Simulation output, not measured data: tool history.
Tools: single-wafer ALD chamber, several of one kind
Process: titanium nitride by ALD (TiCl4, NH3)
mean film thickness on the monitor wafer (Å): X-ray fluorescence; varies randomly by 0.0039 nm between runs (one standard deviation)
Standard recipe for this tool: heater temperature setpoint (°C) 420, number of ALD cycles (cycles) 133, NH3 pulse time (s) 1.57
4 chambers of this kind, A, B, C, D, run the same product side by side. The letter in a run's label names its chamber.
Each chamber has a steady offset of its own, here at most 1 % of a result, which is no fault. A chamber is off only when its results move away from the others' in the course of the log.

run	day	heater temperature setpoint (°C)	number of ALD cycles (cycles)	NH3 pulse time (s)	hours since the last thermocouple change	read-back reference wafer on the same gauge, thickness_nm	mean film thickness on the monitor wafer (Å)
1B	0.138	420	133	1.57	590.6	3.1887	29.457
2A	0.312	420	133	1.57	1716.9	3.1897	29.005
3C	0.562	420	133	1.57	389.9	3.1878	29.395
4D	0.721	420	133	1.57	471	3.1882	29.519
5A	0.85	420	133	1.57	1729.8	3.1886	29.1
6D	1.008	420	133	1.57	477.9	3.1879	29.521
7B	1.212	414	133	1.57	616.4	3.1877	29.361
8C	1.346	414	133	1.57	408.7	3.186	29.314
9C	1.525	414	133	1.57	413	3.1862	29.308
10B	1.675	414	133	1.57	627.5	3.1864	29.252
11A	1.854	420	133	1.57	1753.9	3.1864	29.016
12D	2.096	420	133	1.57	504	3.1854	29.442
13C	2.358	420	133	1.57	433	3.1835	29.376
14D	2.533	420	133	1.57	514.5	3.1852	29.436
15B	2.762	420	133	1.57	653.6	3.1832	29.44
16A	2.921	420	133	1.57	1779.5	3.1836	28.988
17B	3.196	420	133	1.57	664	3.1837	29.382
18A	3.392	420	133	1.09	1790.8	3.1834	28.598
19D	3.562	420	133	1.09	539.2	3.1826	29.098
20C	3.829	420	133	1.09	468.3	3.1825	28.893
21C	4.096	420	133	1.09	474.7	3.1797	28.961
22D	4.217	420	133	1.57	554.9	3.1811	29.446
23B	4.396	420	133	1.57	692.8	3.181	29.351
24A	4.6	420	133	1.57	1819.8	3.1796	28.96
25D	4.867	420	133	1.57	570.5	3.1793	29.328
26A	5.029	420	133	1.57	1830.1	3.1792	28.931
27C	5.292	420	133	1.57	503.4	3.1775	29.309
28B	5.471	420	133	1.57	718.6	3.1783	29.335
29C	5.721	420	133	1.57	513.7	3.1776	29.313
30B	5.892	420	156	1.57	728.7	3.1769	34.457
31D	6.133	420	156	1.57	600.9	3.1757	34.527
32A	6.254	420	156	1.57	1859.5	3.1766	33.986
33B	6.454	420	156	1.57	742.2	3.1756	34.44
34A	6.667	420	133	1.57	1869.4	3.1746	28.903
35C	6.896	420	133	1.57	541.9	3.1743	29.341
36D	7.171	434	145	1.57	625.8	3.1752	32.123
37A	7.4	434	145	1.57	1887	3.1741	31.625
38D	7.625	434	145	1.57	636.7	3.1736	32.118
39B	7.771	434	145	1.57	773.8	3.1731	32.083

The same settings go to every chamber for the next run, one line per chamber below. Forecast the results for each:
40A	7.971	420	133	1.57			?
40B	7.971	420	133	1.57			?
40C	7.971	420	133	1.57			?
40D	7.971	420	133	1.57			?

run	mean film thickness on the monitor wafer (Å)
40A	28.937
40B	29.267
40C	29.312
40D	29.369
